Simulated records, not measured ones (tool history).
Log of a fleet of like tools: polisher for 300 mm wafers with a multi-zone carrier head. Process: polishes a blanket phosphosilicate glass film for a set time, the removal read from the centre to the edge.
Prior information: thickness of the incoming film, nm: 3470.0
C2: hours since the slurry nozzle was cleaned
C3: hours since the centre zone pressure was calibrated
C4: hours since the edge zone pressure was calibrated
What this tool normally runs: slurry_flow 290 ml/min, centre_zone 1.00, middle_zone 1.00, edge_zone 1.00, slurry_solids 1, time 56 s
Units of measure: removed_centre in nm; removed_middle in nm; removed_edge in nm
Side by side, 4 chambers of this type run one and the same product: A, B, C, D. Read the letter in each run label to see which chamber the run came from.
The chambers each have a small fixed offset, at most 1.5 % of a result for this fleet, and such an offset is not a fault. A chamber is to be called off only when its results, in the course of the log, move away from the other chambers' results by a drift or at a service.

{"run": "1B", "hour": 3.4, "slurry_flow": 290, "centre_zone": 1.0, "middle_zone": 1.0, "edge_zone": 1.0, "slurry_solids": 1, "time": 56, "wafers polished on this pad": 854, "C2": 668.4, "C3": 293.1, "C4": 837.5, "removed_centre": 461.16, "removed_middle": 469.72, "removed_edge": 460.95}
{"run": "2A", "hour": 8.9, "slurry_flow": 290, "centre_zone": 1.0, "middle_zone": 1.0, "edge_zone": 1.0, "slurry_solids": 1, "time": 56, "wafers polished on this pad": 548, "C2": 268.8, "C3": 768.7, "C4": 1321.7, "removed_centre": 457.08, "removed_middle": 486.47, "removed_edge": 462.6}
{"run": "3C", "hour": 11.9, "slurry_flow": 290, "centre_zone": 1.0, "middle_zone": 1.0, "edge_zone": 1.0, "slurry_solids": 1, "time": 56, "wafers polished on this pad": 130, "C2": 531.0, "C3": 356.3, "C4": 195.5, "removed_centre": 469.38, "removed_middle": 453.62, "removed_edge": 472.68}
{"run": "4D", "hour": 18.4, "slurry_flow": 290, "centre_zone": 1.0, "middle_zone": 1.0, "edge_zone": 1.0, "slurry_solids": 1, "time": 56, "wafers polished on this pad": 1028, "C2": 249.6, "C3": 1380.2, "C4": 375.3, "removed_centre": 476.68, "removed_middle": 459.24, "removed_edge": 460.34}
{"run": "5D", "hour": 24.1, "slurry_flow": 290, "centre_zone": 1.0, "middle_zone": 1.0, "edge_zone": 1.0, "slurry_solids": 1, "time": 56, "wafers polished on this pad": 1071, "C2": 255.3, "C3": 1385.9, "C4": 381.0, "removed_centre": 471.1, "removed_middle": 457.87, "removed_edge": 474.94}
{"run": "6B", "hour": 29.2, "slurry_flow": 290, "centre_zone": 1.0, "middle_zone": 1.0, "edge_zone": 1.0, "slurry_solids": 1, "time": 56, "wafers polished on this pad": 1051, "C2": 694.2, "C3": 318.9, "C4": 863.3, "removed_centre": 455.92, "removed_middle": 470.13, "removed_edge": 479.08}
{"run": "7C", "hour": 32.8, "slurry_flow": 290, "centre_zone": 1.0, "middle_zone": 1.0, "edge_zone": 1.0, "slurry_solids": 1, "time": 56, "wafers polished on this pad": 289, "C2": 551.9, "C3": 377.2, "C4": 216.4, "removed_centre": 475.32, "removed_middle": 449.36, "removed_edge": 471.87}
{"run": "8A", "hour": 38.2, "slurry_flow": 290, "centre_zone": 1.0, "middle_zone": 1.0, "edge_zone": 1.0, "slurry_solids": 1, "time": 56, "wafers polished on this pad": 772, "C2": 298.1, "C3": 798.0, "C4": 1351.0, "removed_centre": 464.95, "removed_middle": 472.3, "removed_edge": 465.0}
{"run": "9D", "hour": 42.0, "slurry_flow": 290, "centre_zone": 1.0, "middle_zone": 1.0, "edge_zone": 1.0, "slurry_solids": 1, "time": 56, "wafers polished on this pad": 1208, "C2": 273.2, "C3": 1403.8, "C4": 398.9, "removed_centre": 469.65, "removed_middle": 469.33, "removed_edge": 469.52}
{"hour": 44.1, "done": "chamber B: slurry nozzle cleaned"}
{"run": "10C", "hour": 45.4, "slurry_flow": 290, "centre_zone": 1.0, "middle_zone": 1.0, "edge_zone": 1.0, "slurry_solids": 1, "time": 56, "wafers polished on this pad": 385, "C2": 564.5, "C3": 389.8, "C4": 229.0, "removed_centre": 472.03, "removed_middle": 464.83, "removed_edge": 473.24}
{"run": "11B", "hour": 51.4, "slurry_flow": 290, "centre_zone": 1.0, "middle_zone": 1.04, "edge_zone": 1.0, "slurry_solids": 1, "time": 68, "wafers polished on this pad": 1220, "C2": 7.3, "C3": 341.1, "C4": 885.5, "removed_centre": 544.68, "removed_middle": 592.49, "removed_edge": 564.77}
{"run": "12A", "hour": 57.7, "slurry_flow": 290, "centre_zone": 1.0, "middle_zone": 1.04, "edge_zone": 1.0, "slurry_solids": 1, "time": 68, "wafers polished on this pad": 920, "C2": 317.6, "C3": 817.5, "C4": 1370.5, "removed_centre": 563.96, "removed_middle": 587.06, "removed_edge": 555.66}
{"run": "13A", "hour": 64.4, "slurry_flow": 290, "centre_zone": 1.0, "middle_zone": 1.04, "edge_zone": 1.0, "slurry_solids": 1, "time": 68, "wafers polished on this pad": 971, "C2": 324.3, "C3": 824.2, "C4": 1377.2, "removed_centre": 545.51, "removed_middle": 590.0, "removed_edge": 568.8}
{"hour": 66.2, "done": "chamber D: worn pad replaced by a new one"}
{"hour": 69.0, "done": "chamber A: worn pad replaced by a new one"}
{"run": "14B", "hour": 69.5, "slurry_flow": 290, "centre_zone": 1.0, "middle_zone": 1.04, "edge_zone": 1.0, "slurry_solids": 1, "time": 68, "wafers polished on this pad": 1358, "C2": 25.4, "C3": 359.2, "C4": 903.6, "removed_centre": 558.34, "removed_middle": 573.8, "removed_edge": 565.37}
{"run": "15C", "hour": 74.6, "slurry_flow": 290, "centre_zone": 1.0, "middle_zone": 1.0, "edge_zone": 1.0, "slurry_solids": 1, "time": 56, "wafers polished on this pad": 608, "C2": 593.7, "C3": 419.0, "C4": 258.2, "removed_centre": 469.07, "removed_middle": 472.56, "removed_edge": 462.67}
{"run": "16D", "hour": 78.0, "slurry_flow": 290, "centre_zone": 1.0, "middle_zone": 1.0, "edge_zone": 1.0, "slurry_solids": 1, "time": 56, "wafers polished on this pad": 90, "C2": 309.2, "C3": 1439.8, "C4": 434.9, "removed_centre": 469.41, "removed_middle": 463.66, "removed_edge": 473.11}
{"hour": 80.0, "done": "chamber B: worn pad replaced by a new one"}
{"run": "17D", "hour": 84.7, "slurry_flow": 290, "centre_zone": 1.0, "middle_zone": 1.0, "edge_zone": 1.0, "slurry_solids": 1, "time": 56, "wafers polished on this pad": 141, "C2": 315.9, "C3": 1446.5, "C4": 441.6, "removed_centre": 479.16, "removed_middle": 466.59, "removed_edge": 468.73}
{"hour": 85.8, "done": "chamber C: worn pad replaced by a new one"}
{"run": "18C", "hour": 89.4, "slurry_flow": 290, "centre_zone": 1.0, "middle_zone": 1.0, "edge_zone": 1.0, "slurry_solids": 1, "time": 56, "wafers polished on this pad": 27, "C2": 608.5, "C3": 433.8, "C4": 273.0, "removed_centre": 478.69, "removed_middle": 469.86, "removed_edge": 467.44}
{"hour": 92.9, "done": "chamber A: edge zone pressure recalibrated"}
{"run": "19B", "hour": 95.5, "slurry_flow": 290, "centre_zone": 1.0, "middle_zone": 1.0, "edge_zone": 1.0, "slurry_solids": 1, "time": 56, "wafers polished on this pad": 118, "C2": 51.4, "C3": 385.2, "C4": 929.6, "removed_centre": 461.07, "removed_middle": 465.46, "removed_edge": 464.64}
{"run": "20A", "hour": 102.3, "slurry_flow": 290, "centre_zone": 1.0, "middle_zone": 1.0, "edge_zone": 1.0, "slurry_solids": 1, "time": 56, "wafers polished on this pad": 254, "C2": 362.2, "C3": 862.1, "C4": 9.5, "removed_centre": 466.55, "removed_middle": 473.8, "removed_edge": 464.26}
{"hour": 105.8, "done": "chamber D: centre zone pressure recalibrated"}
{"run": "21C", "hour": 108.1, "slurry_flow": 290, "centre_zone": 1.0, "middle_zone": 1.0, "edge_zone": 1.0, "slurry_solids": 1, "time": 56, "wafers polished on this pad": 170, "C2": 627.2, "C3": 452.5, "C4": 291.7, "removed_centre": 461.17, "removed_middle": 468.7, "removed_edge": 475.02}
{"run": "22A", "hour": 114.1, "slurry_flow": 290, "centre_zone": 1.0, "middle_zone": 1.0, "edge_zone": 1.0, "slurry_solids": 1, "time": 56, "wafers polished on this pad": 344, "C2": 374.0, "C3": 873.9, "C4": 21.3, "removed_centre": 457.86, "removed_middle": 471.99, "removed_edge": 475.63}
{"hour": 117.7, "done": "chamber C: edge zone pressure recalibrated"}
{"run": "23D", "hour": 119.4, "slurry_flow": 290, "centre_zone": 1.0, "middle_zone": 1.0, "edge_zone": 1.0, "slurry_solids": 1, "time": 56, "wafers polished on this pad": 405, "C2": 350.6, "C3": 13.7, "C4": 476.3, "removed_centre": 517.22, "removed_middle": 463.34, "removed_edge": 465.2}
{"hour": 124.6, "done": "chamber A: slurry nozzle cleaned"}
{"run": "24B", "hour": 126.0, "slurry_flow": 230, "centre_zone": 1.0, "middle_zone": 1.0, "edge_zone": 0.89, "slurry_solids": 1, "time": 56, "wafers polished on this pad": 350, "C2": 81.9, "C3": 415.7, "C4": 960.1, "removed_centre": 446.32, "removed_middle": 449.4, "removed_edge": 423.82}
{"run": "25D", "hour": 132.8, "slurry_flow": 230, "centre_zone": 1.0, "middle_zone": 1.0, "edge_zone": 0.89, "slurry_solids": 1, "time": 56, "wafers polished on this pad": 507, "C2": 364.0, "C3": 27.1, "C4": 489.7, "removed_centre": 506.99, "removed_middle": 461.53, "removed_edge": 425.77}
{"hour": 137.2, "done": "chamber D: edge zone pressure recalibrated"}
{"run": "26C", "hour": 138.2, "slurry_flow": 230, "centre_zone": 1.0, "middle_zone": 1.0, "edge_zone": 0.89, "slurry_solids": 1, "time": 56, "wafers polished on this pad": 399, "C2": 657.3, "C3": 482.6, "C4": 20.6, "removed_centre": 461.0, "removed_middle": 459.98, "removed_edge": 428.1}
{"run": "27B", "hour": 141.2, "slurry_flow": 230, "centre_zone": 1.0, "middle_zone": 1.0, "edge_zone": 0.89, "slurry_solids": 1, "time": 56, "wafers polished on this pad": 466, "C2": 97.1, "C3": 430.9, "C4": 975.3, "removed_centre": 444.78, "removed_middle": 462.5, "removed_edge": 428.25}
{"run": "28A", "hour": 148.0, "slurry_flow": 290, "centre_zone": 1.0, "middle_zone": 1.0, "edge_zone": 1.0, "slurry_solids": 1, "time": 56, "wafers polished on this pad": 602, "C2": 23.4, "C3": 907.8, "C4": 55.2, "removed_centre": 462.75, "removed_middle": 470.34, "removed_edge": 472.14}
{"run": "29B", "hour": 152.7, "slurry_flow": 290, "centre_zone": 1.0, "middle_zone": 1.0, "edge_zone": 1.0, "slurry_solids": 1, "time": 56, "wafers polished on this pad": 554, "C2": 108.6, "C3": 442.4, "C4": 986.8, "removed_centre": 452.5, "removed_middle": 475.15, "removed_edge": 467.88}
{"run": "30A", "hour": 158.5, "slurry_flow": 290, "centre_zone": 0.92, "middle_zone": 1.11, "edge_zone": 1.0, "slurry_solids": 1, "time": 56, "wafers polished on this pad": 682, "C2": 33.9, "C3": 918.3, "C4": 65.7, "removed_centre": 409.8, "removed_middle": 530.01, "removed_edge": 458.14}
{"hour": 161.8, "done": "chamber C: worn pad replaced by a new one"}
{"run": "31C", "hour": 162.7, "slurry_flow": 290, "centre_zone": 0.92, "middle_zone": 1.11, "edge_zone": 1.0, "slurry_solids": 1, "time": 56, "wafers polished on this pad": 7, "C2": 681.8, "C3": 507.1, "C4": 45.1, "removed_centre": 436.33, "removed_middle": 509.82, "removed_edge": 479.55}
{"hour": 165.9, "done": "chamber B: centre zone pressure recalibrated"}
{"run": "32D", "hour": 168.4, "slurry_flow": 290, "centre_zone": 0.92, "middle_zone": 1.11, "edge_zone": 1.0, "slurry_solids": 1, "time": 56, "wafers polished on this pad": 779, "C2": 399.6, "C3": 62.7, "C4": 31.3, "removed_centre": 485.89, "removed_middle": 520.35, "removed_edge": 468.2}
{"run": "33D", "hour": 173.9, "slurry_flow": 290, "centre_zone": 0.92, "middle_zone": 1.11, "edge_zone": 1.0, "slurry_solids": 1, "time": 56, "wafers polished on this pad": 821, "C2": 405.1, "C3": 68.2, "C4": 36.8, "removed_centre": 491.14, "removed_middle": 513.9, "removed_edge": 483.15}
{"run": "34B", "hour": 180.7, "slurry_flow": 290, "centre_zone": 1.0, "middle_zone": 1.0, "edge_zone": 1.0, "slurry_solids": 1, "time": 56, "wafers polished on this pad": 767, "C2": 136.6, "C3": 14.8, "C4": 1014.8, "removed_centre": 470.43, "removed_middle": 470.58, "removed_edge": 454.87}
{"run": "35A", "hour": 185.6, "slurry_flow": 290, "centre_zone": 1.05, "middle_zone": 1.0, "edge_zone": 1.0, "slurry_solids": 1, "time": 56, "wafers polished on this pad": 889, "C2": 61.0, "C3": 945.4, "C4": 92.8, "removed_centre": 494.77, "removed_middle": 468.83, "removed_edge": 462.9}
{"run": "36C", "hour": 190.2, "slurry_flow": 290, "centre_zone": 1.05, "middle_zone": 1.0, "edge_zone": 1.0, "slurry_solids": 1, "time": 56, "wafers polished on this pad": 217, "C2": 709.3, "C3": 534.6, "C4": 72.6, "removed_centre": 493.57, "removed_middle": 472.86, "removed_edge": 471.16}
{"run": "37B", "hour": 194.8, "slurry_flow": 290, "centre_zone": 1.05, "middle_zone": 1.0, "edge_zone": 1.0, "slurry_solids": 1, "time": 56, "wafers polished on this pad": 875, "C2": 150.7, "C3": 28.9, "C4": 1028.9, "removed_centre": 496.5, "removed_middle": 460.72, "removed_edge": 465.41}
{"run": "38A", "hour": 197.8, "slurry_flow": 290, "centre_zone": 1.05, "middle_zone": 1.0, "edge_zone": 1.0, "slurry_solids": 1, "time": 56, "wafers polished on this pad": 982, "C2": 73.2, "C3": 957.6, "C4": 105.0, "removed_centre": 483.0, "removed_middle": 469.79, "removed_edge": 471.26}
{"run": "39C", "hour": 203.4, "slurry_flow": 290, "centre_zone": 1.0, "middle_zone": 1.0, "edge_zone": 1.0, "slurry_solids": 1, "time": 56, "wafers polished on this pad": 317, "C2": 722.5, "C3": 547.8, "C4": 85.8, "removed_centre": 467.31, "removed_middle": 474.31, "removed_edge": 479.75}
{"run": "40D", "hour": 206.6, "slurry_flow": 370, "centre_zone": 1.0, "middle_zone": 0.94, "edge_zone": 1.0, "slurry_solids": 1, "time": 56, "wafers polished on this pad": 1070, "C2": 437.8, "C3": 100.9, "C4": 69.5, "removed_centre": 549.4, "removed_middle": 448.84, "removed_edge": 478.16}

For the next run the whole fleet of 4 chambers uses the same settings. Give each chamber's results:
{"run": "41A", "hour": 211.5, "slurry_flow": 290, "centre_zone": 1.0, "middle_zone": 1.0, "edge_zone": 1.0, "slurry_solids": 1, "time": 56, "removed_centre": "?", "removed_middle": "?", "removed_edge": "?"}
{"run": "41B", "hour": 211.5, "slurry_flow": 290, "centre_zone": 1.0, "middle_zone": 1.0, "edge_zone": 1.0, "slurry_solids": 1, "time": 56, "removed_centre": "?", "removed_middle": "?", "removed_edge": "?"}
{"run": "41C", "hour": 211.5, "slurry_flow": 290, "centre_zone": 1.0, "middle_zone": 1.0, "edge_zone": 1.0, "slurry_solids": 1, "time": 56, "removed_centre": "?", "removed_middle": "?", "removed_edge": "?"}
{"run": "41D", "hour": 211.5, "slurry_flow": 290, "centre_zone": 1.0, "middle_zone": 1.0, "edge_zone": 1.0, "slurry_solids": 1, "time": 56, "removed_centre": "?", "removed_middle": "?", "removed_edge": "?"}

run=41A removed_centre=456.05 removed_middle=474.56 removed_edge=459.00
run=41B removed_centre=454.80 removed_middle=458.49 removed_edge=458.09
run=41C removed_centre=468.98 removed_middle=462.21 removed_edge=470.54
run=41D removed_centre=519.79 removed_middle=465.80 removed_edge=464.70
